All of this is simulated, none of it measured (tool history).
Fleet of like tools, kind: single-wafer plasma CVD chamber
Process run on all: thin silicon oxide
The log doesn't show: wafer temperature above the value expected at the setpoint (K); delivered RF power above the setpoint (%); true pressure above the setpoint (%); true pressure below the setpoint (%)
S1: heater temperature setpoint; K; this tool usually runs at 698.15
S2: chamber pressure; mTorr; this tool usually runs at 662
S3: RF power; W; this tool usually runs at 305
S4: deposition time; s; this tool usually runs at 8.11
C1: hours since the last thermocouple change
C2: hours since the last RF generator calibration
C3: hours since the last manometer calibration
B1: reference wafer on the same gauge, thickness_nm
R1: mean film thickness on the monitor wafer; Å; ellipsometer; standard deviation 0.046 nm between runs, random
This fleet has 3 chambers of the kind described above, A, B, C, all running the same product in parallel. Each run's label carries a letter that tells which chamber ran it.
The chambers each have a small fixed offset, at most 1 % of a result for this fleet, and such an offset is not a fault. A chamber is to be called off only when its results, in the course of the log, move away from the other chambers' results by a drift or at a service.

Run 1A, day 0.271: usual settings; C1 1024.4; C2 1419.9; C3 1406; B1 13.099. Result: R1 120.39 Å.
Run 2C, day 0.821: usual settings; C1 1696.8; C2 2134.2; C3 343.3; B1 13.103. Result: R1 121.54 Å.
Run 3B, day 1.138: usual settings; C1 79.8; C2 336.1; C3 815.3; B1 13.094. Result: R1 122.25 Å.
Run 4A, day 1.658: usual settings; C1 1057.7; C2 1453.2; C3 1439.3; B1 13.097. Result: R1 120.47 Å.
Run 5C, day 2.171: usual settings; C1 1729.2; C2 2166.6; C3 375.7; B1 13.106. Result: R1 121.42 Å.
Run 6B, day 2.65: usual settings; C1 116.1; C2 372.4; C3 851.6; B1 13.099. Result: R1 122.21 Å.
Run 7B, day 3.092: usual settings; C1 126.7; C2 383; C3 862.2; B1 13.099. Result: R1 122.84 Å.
Run 8A, day 3.608: usual settings; C1 1104.5; C2 1500; C3 1486.1; B1 13.089. Result: R1 121.02 Å.
Run 9C, day 4.208: usual settings; C1 1778.1; C2 2215.5; C3 424.6; B1 13.098. Result: R1 122.51 Å.
Run 10B, day 4.517: usual settings but S3 255 W; C1 160.9; C2 417.2; C3 896.4; B1 13.098. Result: R1 114.05 Å.
Run 11A, day 4.846: usual settings but S3 255 W; C1 1134.2; C2 1529.7; C3 1515.8; B1 13.109. Result: R1 112.84 Å.
Run 12C, day 5.242: usual settings but S3 255 W; C1 1802.9; C2 2240.3; C3 449.4; B1 13.094. Result: R1 112.78 Å.
At day 5.729: chamber A: RF generator calibrated.
Run 13C, day 5.812: usual settings but S2 551 mTorr, S4 8.76 s; C1 1816.6; C2 2254; C3 463.1; B1 13.106. Result: R1 106.75 Å.
Run 14B, day 6.329: usual settings but S2 551 mTorr, S4 8.76 s; C1 204.4; C2 460.7; C3 939.9; B1 13.107. Result: R1 109.27 Å.
Run 15A, day 6.858: usual settings but S2 551 mTorr, S4 8.76 s; C1 1182.5; C2 27.2; C3 1564.1; B1 13.107. Result: R1 106.92 Å.
Run 16C, day 7.421: usual settings; C1 1855.2; C2 2292.6; C3 501.7; B1 13.102. Result: R1 122.28 Å.
Run 17A, day 7.812: usual settings but S1 688.15 K, S2 716 mTorr; C1 1205.4; C2 50.1; C3 1587; B1 13.103. Result: R1 131.96 Å.
Run 18B, day 8.404: usual settings but S1 688.15 K, S2 716 mTorr; C1 254.2; C2 510.5; C3 989.7; B1 13.092. Result: R1 133.81 Å.
Run 19C, day 8.946: usual settings but S1 688.15 K, S2 716 mTorr; C1 1891.8; C2 2329.2; C3 538.3; B1 13.107. Result: R1 133.1 Å.
At day 9.117: chamber C: RF generator calibrated.
Run 20A, day 9.246: usual settings but S1 703.15 K; C1 1239.8; C2 84.5; C3 1621.4; B1 13.107. Result: R1 120.56 Å.
Run 21B, day 9.762: usual settings but S1 703.15 K; C1 286.8; C2 543.1; C3 1022.3; B1 13.088. Result: R1 122.83 Å.
Run 22A, day 10.112: usual settings but S1 703.15 K; C1 1260.6; C2 105.3; C3 1642.2; B1 13.093. Result: R1 119.89 Å.
Run 23C, day 10.462: usual settings; C1 1928.2; C2 32.4; C3 574.7; B1 13.103. Result: R1 121.17 Å.
Run 24B, day 10.971: usual settings; C1 315.8; C2 572.1; C3 1051.3; B1 13.102. Result: R1 122.87 Å.
Run 25A, day 11.288: usual settings; C1 1288.8; C2 133.5; C3 1670.4; B1 13.1. Result: R1 121.49 Å.
Run 26C, day 11.85: usual settings; C1 1961.5; C2 65.7; C3 608; B1 13.11. Result: R1 121.48 Å.
Run 27B, day 12.3: usual settings; C1 347.7; C2 604; C3 1083.2; B1 13.098. Result: R1 122.98 Å.
Run 28A, day 12.85: usual settings; C1 1326.3; C2 171; C3 1707.9; B1 13.101. Result: R1 121.26 Å.
Run 29C, day 13.321: usual settings; C1 1996.8; C2 101; C3 643.3; B1 13.1. Result: R1 121.44 Å.
Run 30B, day 13.821: usual settings; C1 384.2; C2 640.5; C3 1119.7; B1 13.095. Result: R1 123.68 Å.
Run 31C, day 14.246: usual settings; C1 2019; C2 123.2; C3 665.5; B1 13.097. Result: R1 122.27 Å.

The same settings go to every chamber for the next run, one line per chamber below. Forecast the results for each:
Run 32A, day 14.696: usual settings. Result: R1 ?.
Run 32B, day 14.696: usual settings. Result: R1 ?.
Run 32C, day 14.696: usual settings. Result: R1 ?.

run      R1
32A  120.11
32B  122.68
32C  121.92

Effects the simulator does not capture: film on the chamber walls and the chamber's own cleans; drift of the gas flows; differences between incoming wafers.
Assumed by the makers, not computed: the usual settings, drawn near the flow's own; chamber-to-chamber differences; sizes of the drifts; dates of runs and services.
